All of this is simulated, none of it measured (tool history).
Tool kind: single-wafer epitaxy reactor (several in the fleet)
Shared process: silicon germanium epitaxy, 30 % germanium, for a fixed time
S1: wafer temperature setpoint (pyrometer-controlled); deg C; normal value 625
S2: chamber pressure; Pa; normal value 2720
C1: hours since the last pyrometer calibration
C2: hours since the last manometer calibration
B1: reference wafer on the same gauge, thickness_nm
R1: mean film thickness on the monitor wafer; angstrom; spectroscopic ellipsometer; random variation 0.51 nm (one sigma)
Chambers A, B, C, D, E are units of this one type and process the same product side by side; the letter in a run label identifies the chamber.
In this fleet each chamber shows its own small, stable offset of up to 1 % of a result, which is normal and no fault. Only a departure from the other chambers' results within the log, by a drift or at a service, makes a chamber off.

{"run": "1C", "day": 0.542, "S1": 625, "S2": 2720, "C1": 2024.7, "C2": 1126, "B1": 76.636, "R1": 924.45}
{"run": "2E", "day": 1.067, "S1": 625, "S2": 2720, "C1": 175.8, "C2": 912.9, "B1": 76.478, "R1": 931.58}
{"run": "3D", "day": 1.617, "S1": 625, "S2": 2720, "C1": 751.1, "C2": 1347.2, "B1": 76.539, "R1": 932.29}
{"run": "4A", "day": 2.108, "S1": 625, "S2": 2720, "C1": 1598, "C2": 205.5, "B1": 76.473, "R1": 918.11}
{"run": "5B", "day": 2.504, "S1": 625, "S2": 2720, "C1": 1002, "C2": 1961.9, "B1": 76.443, "R1": 924.41}
{"run": "6D", "day": 2.912, "S1": 625, "S2": 2720, "C1": 782.2, "C2": 1378.3, "B1": 76.501, "R1": 916.98}
{"run": "7A", "day": 3.417, "S1": 625, "S2": 2720, "C1": 1629.4, "C2": 236.9, "B1": 76.613, "R1": 918.97}
{"run": "8B", "day": 3.821, "S1": 625, "S2": 2720, "C1": 1033.6, "C2": 1993.5, "B1": 76.598, "R1": 934.49}
{"run": "9C", "day": 4.408, "S1": 625, "S2": 2720, "C1": 2117.5, "C2": 1218.8, "B1": 76.384, "R1": 932.7}
{"run": "10E", "day": 4.917, "S1": 620, "S2": 2720, "C1": 268.2, "C2": 1005.3, "B1": 76.636, "R1": 845.97}
{"run": "11D", "day": 5.267, "S1": 620, "S2": 2720, "C1": 838.7, "C2": 1434.8, "B1": 76.56, "R1": 846.99}
{"run": "12E", "day": 5.592, "S1": 620, "S2": 2720, "C1": 284.4, "C2": 1021.5, "B1": 76.472, "R1": 846.44}
{"run": "13C", "day": 5.954, "S1": 620, "S2": 2720, "C1": 2154.6, "C2": 1255.9, "B1": 76.555, "R1": 846.11}
{"run": "14B", "day": 6.508, "S1": 620, "S2": 2720, "C1": 1098.1, "C2": 2058, "B1": 76.506, "R1": 850.68}
{"run": "15A", "day": 6.788, "S1": 625, "S2": 2720, "C1": 1710.3, "C2": 317.8, "B1": 76.624, "R1": 918.91}
{"day": 6.862, "done": "chamber B: pyrometer calibrated"}
{"run": "16A", "day": 7.208, "S1": 625, "S2": 2720, "C1": 1720.4, "C2": 327.9, "B1": 76.501, "R1": 926.39}
{"run": "17E", "day": 7.642, "S1": 625, "S2": 2720, "C1": 333.6, "C2": 1070.7, "B1": 76.518, "R1": 936.05}
{"run": "18C", "day": 8.046, "S1": 625, "S2": 2720, "C1": 2204.8, "C2": 1306.1, "B1": 76.433, "R1": 923.66}
{"run": "19D", "day": 8.379, "S1": 625, "S2": 2720, "C1": 913.4, "C2": 1509.5, "B1": 76.402, "R1": 925.83}
{"run": "20B", "day": 8.738, "S1": 640, "S2": 2253, "C1": 45, "C2": 2111.5, "B1": 76.492, "R1": 1108.1}
{"run": "21D", "day": 9.288, "S1": 640, "S2": 2253, "C1": 935.2, "C2": 1531.3, "B1": 76.506, "R1": 1116.4}
{"run": "22C", "day": 9.775, "S1": 640, "S2": 2253, "C1": 2246.3, "C2": 1347.6, "B1": 76.482, "R1": 1099.5}
{"run": "23A", "day": 10.1, "S1": 640, "S2": 2253, "C1": 1789.8, "C2": 397.3, "B1": 76.456, "R1": 1092}
{"run": "24E", "day": 10.621, "S1": 640, "S2": 2253, "C1": 405.1, "C2": 1142.2, "B1": 76.518, "R1": 1116.2}
{"run": "25B", "day": 10.9, "S1": 625, "S2": 2720, "C1": 96.9, "C2": 2163.4, "B1": 76.48, "R1": 927.63}
{"run": "26C", "day": 11.433, "S1": 625, "S2": 2720, "C1": 2286.1, "C2": 1387.4, "B1": 76.488, "R1": 924.08}
{"day": 11.75, "done": "chamber C: pyrometer calibrated"}
{"run": "27D", "day": 11.796, "S1": 625, "S2": 2720, "C1": 995.4, "C2": 1591.5, "B1": 76.453, "R1": 923.62}
{"run": "28E", "day": 12.071, "S1": 625, "S2": 2720, "C1": 439.9, "C2": 1177, "B1": 76.474, "R1": 933.13}
{"run": "29B", "day": 12.667, "S1": 625, "S2": 2720, "C1": 139.3, "C2": 2205.8, "B1": 76.56, "R1": 927.47}
{"run": "30A", "day": 13.275, "S1": 625, "S2": 2720, "C1": 1866, "C2": 473.5, "B1": 76.462, "R1": 925.86}
{"run": "31A", "day": 13.733, "S1": 625, "S2": 2720, "C1": 1877, "C2": 484.5, "B1": 76.557, "R1": 927.74}
{"run": "32E", "day": 14.125, "S1": 625, "S2": 2720, "C1": 489.2, "C2": 1226.3, "B1": 76.487, "R1": 930.73}
{"run": "33C", "day": 14.425, "S1": 618, "S2": 3000, "C1": 64.2, "C2": 1459.2, "B1": 76.616, "R1": 810.49}
{"run": "34D", "day": 14.842, "S1": 618, "S2": 3000, "C1": 1068.5, "C2": 1664.6, "B1": 76.544, "R1": 852.23}
{"run": "35B", "day": 15.333, "S1": 618, "S2": 3000, "C1": 203.3, "C2": 2269.8, "B1": 76.506, "R1": 858.6}
{"run": "36E", "day": 15.712, "S1": 618, "S2": 3000, "C1": 527.3, "C2": 1264.4, "B1": 76.596, "R1": 857.28}
{"run": "37D", "day": 16.046, "S1": 618, "S2": 3000, "C1": 1097.4, "C2": 1693.5, "B1": 76.527, "R1": 852.28}
{"run": "38A", "day": 16.492, "S1": 625, "S2": 2720, "C1": 1943.2, "C2": 550.7, "B1": 76.452, "R1": 923.3}
{"run": "39C", "day": 17.029, "S1": 625, "S2": 2720, "C1": 126.7, "C2": 1521.7, "B1": 76.477, "R1": 877}
{"run": "40B", "day": 17.533, "S1": 625, "S2": 2720, "C1": 256.1, "C2": 2322.6, "B1": 76.51, "R1": 922.73}
{"run": "41A", "day": 18.125, "S1": 625, "S2": 2720, "C1": 1982.4, "C2": 589.9, "B1": 76.51, "R1": 922.43}

Is one chamber out of step, is the gauge drifting, or do the chambers differ by no more than their own small offsets? For an off chamber, give its letter and the likeliest cause.

A service left chamber C off against the others.
What lies behind it: wafer temperature below the value expected at the setpoint (K) = 2.53.

Chamber C could run next with any of the 4 candidate recipes listed below; each alters the usual settings, and their results appear as question marks. Which one brings its results back in line with what the other chambers deliver on the usual settings?
Counts as in line when no further than this from what the other chambers average on the usual settings: R1 18 angstrom
{"run": "42C-1", "day": 18.567, "S1": 625, "S2": 2386, "R1": "?"}
{"run": "42C-2", "day": 18.567, "S1": 624, "S2": 2720, "R1": "?"}
{"run": "42C-3", "day": 18.567, "S1": 626, "S2": 2733, "R1": "?"}
{"run": "42C-4", "day": 18.567, "S1": 625, "S2": 3053, "R1": "?"}

The other chambers' mean on the usual settings: R1 926.13 angstrom
run=42C-1 R1=840.33
run=42C-2 R1=870.14
run=42C-3 R1=902.16
run=42C-4 R1=926.82
The answer is 42C-4, which returns the chamber to within the allowed miss of the others.

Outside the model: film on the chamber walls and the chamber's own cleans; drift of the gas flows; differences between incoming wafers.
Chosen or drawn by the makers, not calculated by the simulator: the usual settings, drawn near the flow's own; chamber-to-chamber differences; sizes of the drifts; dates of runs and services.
